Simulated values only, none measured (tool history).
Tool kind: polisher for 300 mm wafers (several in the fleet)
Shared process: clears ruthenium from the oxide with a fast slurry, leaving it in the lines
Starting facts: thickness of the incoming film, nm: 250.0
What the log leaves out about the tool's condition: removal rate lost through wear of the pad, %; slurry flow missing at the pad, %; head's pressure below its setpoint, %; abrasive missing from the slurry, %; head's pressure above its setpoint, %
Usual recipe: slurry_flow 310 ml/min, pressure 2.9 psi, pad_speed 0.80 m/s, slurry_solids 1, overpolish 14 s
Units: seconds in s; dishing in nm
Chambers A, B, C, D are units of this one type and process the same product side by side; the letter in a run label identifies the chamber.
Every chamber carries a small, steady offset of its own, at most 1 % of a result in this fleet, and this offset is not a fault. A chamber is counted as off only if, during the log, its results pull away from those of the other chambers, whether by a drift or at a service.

run	hour	slurry_flow	pressure	pad_speed	slurry_solids	overpolish	wafers polished on this pad	hours since the slurry nozzle was cleaned	hours since the head pressure was calibrated	hours since the slurry blender was calibrated	seconds	dishing
1D	8.7	310	2.9	0.80	1	14	434	138.8	1050.1	27.2	79.194	37.248
# hour 9.2: chamber A: head pressure recalibrated
2A	17.0	310	2.9	0.80	1	14	937	29.2	7.8	61.4	77.931	37.333
3C	22.6	310	2.9	0.80	1	14	603	85.7	347.6	257.6	76.761	36.935
4B	30.0	310	2.9	0.80	1	14	274	268.0	437.4	75.7	77.788	37.251
5D	35.8	310	2.9	0.80	1	14	598	165.9	1077.2	54.3	77.881	36.222
# hour 37.9: chamber D: worn pad replaced by a new one
6C	43.4	310	2.9	0.80	1	14	729	106.5	368.4	278.4	76.471	37.027
7B	50.7	310	2.0	0.98	1	14	399	288.7	458.1	96.4	91.295	32.314
8A	55.3	310	2.0	0.98	1	14	1169	67.5	46.1	99.7	91.062	32.523
9D	60.7	310	2.0	0.98	1	14	138	190.8	1102.1	79.2	93.093	31.472
10A	66.0	310	2.0	0.98	1	14	1234	78.2	56.8	110.4	91.447	31.361
# hour 70.5: chamber C: worn pad replaced by a new one
11B	71.0	310	2.9	0.80	1	14	522	309.0	478.4	116.7	76.352	37.397
12C	76.0	310	2.9	0.80	1	14	33	139.1	401.0	311.0	76.044	36.481
13C	82.6	310	2.9	0.80	1	14	73	145.7	407.6	317.6	77.001	36.871
14D	90.9	255	3.3	0.80	1	14	320	221.0	1132.3	109.4	69.642	40.414
# hour 98.4: chamber D: head pressure recalibrated
15A	99.4	255	3.3	0.80	1	14	1435	111.6	90.2	143.8	69.706	40.766
# hour 106.4: chamber A: slurry blender recalibrated
16B	108.0	255	3.3	0.80	1	14	745	346.0	515.4	153.7	70.159	41.034
# hour 108.3: chamber A: worn pad replaced by a new one
17D	113.7	255	3.3	0.80	1	14	458	243.8	15.3	132.2	68.956	40.491
18C	123.6	310	2.9	0.80	1	14	321	186.7	448.6	358.6	76.082	37.590
# hour 129.2: chamber D: worn pad replaced by a new one
19A	130.3	310	2.9	0.80	1	14	133	142.5	121.1	24.0	77.481	36.810
20B	134.6	310	2.9	0.80	1	14	906	372.6	542.0	180.3	77.720	36.584
# hour 135.8: chamber D: slurry nozzle cleaned
21D	143.7	310	2.9	0.80	1	14	87	8.0	45.3	162.2	76.367	36.671
22C	153.6	310	2.9	0.80	1	14	502	216.7	478.6	388.6	76.492	37.093
# hour 156.7: chamber D: slurry blender recalibrated
23A	158.0	310	2.9	0.80	1	14	300	170.2	148.8	51.7	78.223	37.473
24B	164.1	310	2.9	0.80	1	14	1084	402.1	571.5	209.8	77.405	36.969
# hour 166.7: chamber C: slurry blender recalibrated
25B	172.2	310	2.9	0.80	1	14	1133	410.2	579.6	217.9	77.659	37.664
26A	178.4	310	2.9	0.80	1	14	424	190.6	169.2	72.1	78.268	36.098
27C	187.8	310	2.9	0.80	1	14	709	250.9	512.8	21.2	76.827	36.376
28D	192.2	310	2.9	0.80	1	14	380	56.5	93.8	35.6	77.785	36.487
29A	199.3	310	2.9	0.80	1	14	550	211.5	190.1	93.0	76.841	36.951
30C	205.8	310	2.9	0.80	1	14	817	268.9	530.8	39.2	75.737	37.303
# hour 207.2: chamber B: worn pad replaced by a new one
31B	211.0	310	2.9	0.80	1	14	23	449.0	618.4	256.7	77.478	37.241

Next, all 4 chambers run the settings below, one line each with question marks for the results. What does each chamber give?
32A	218.1	310	2.9	0.80	1	14					?	?
32B	218.1	310	2.9	0.80	1	14					?	?
32C	218.1	310	2.9	0.80	1	14					?	?
32D	218.1	310	2.9	0.80	1	14					?	?

run	seconds	dishing
32A	78.201	36.470
32B	76.683	37.440
32C	75.796	37.509
32D	78.158	36.776

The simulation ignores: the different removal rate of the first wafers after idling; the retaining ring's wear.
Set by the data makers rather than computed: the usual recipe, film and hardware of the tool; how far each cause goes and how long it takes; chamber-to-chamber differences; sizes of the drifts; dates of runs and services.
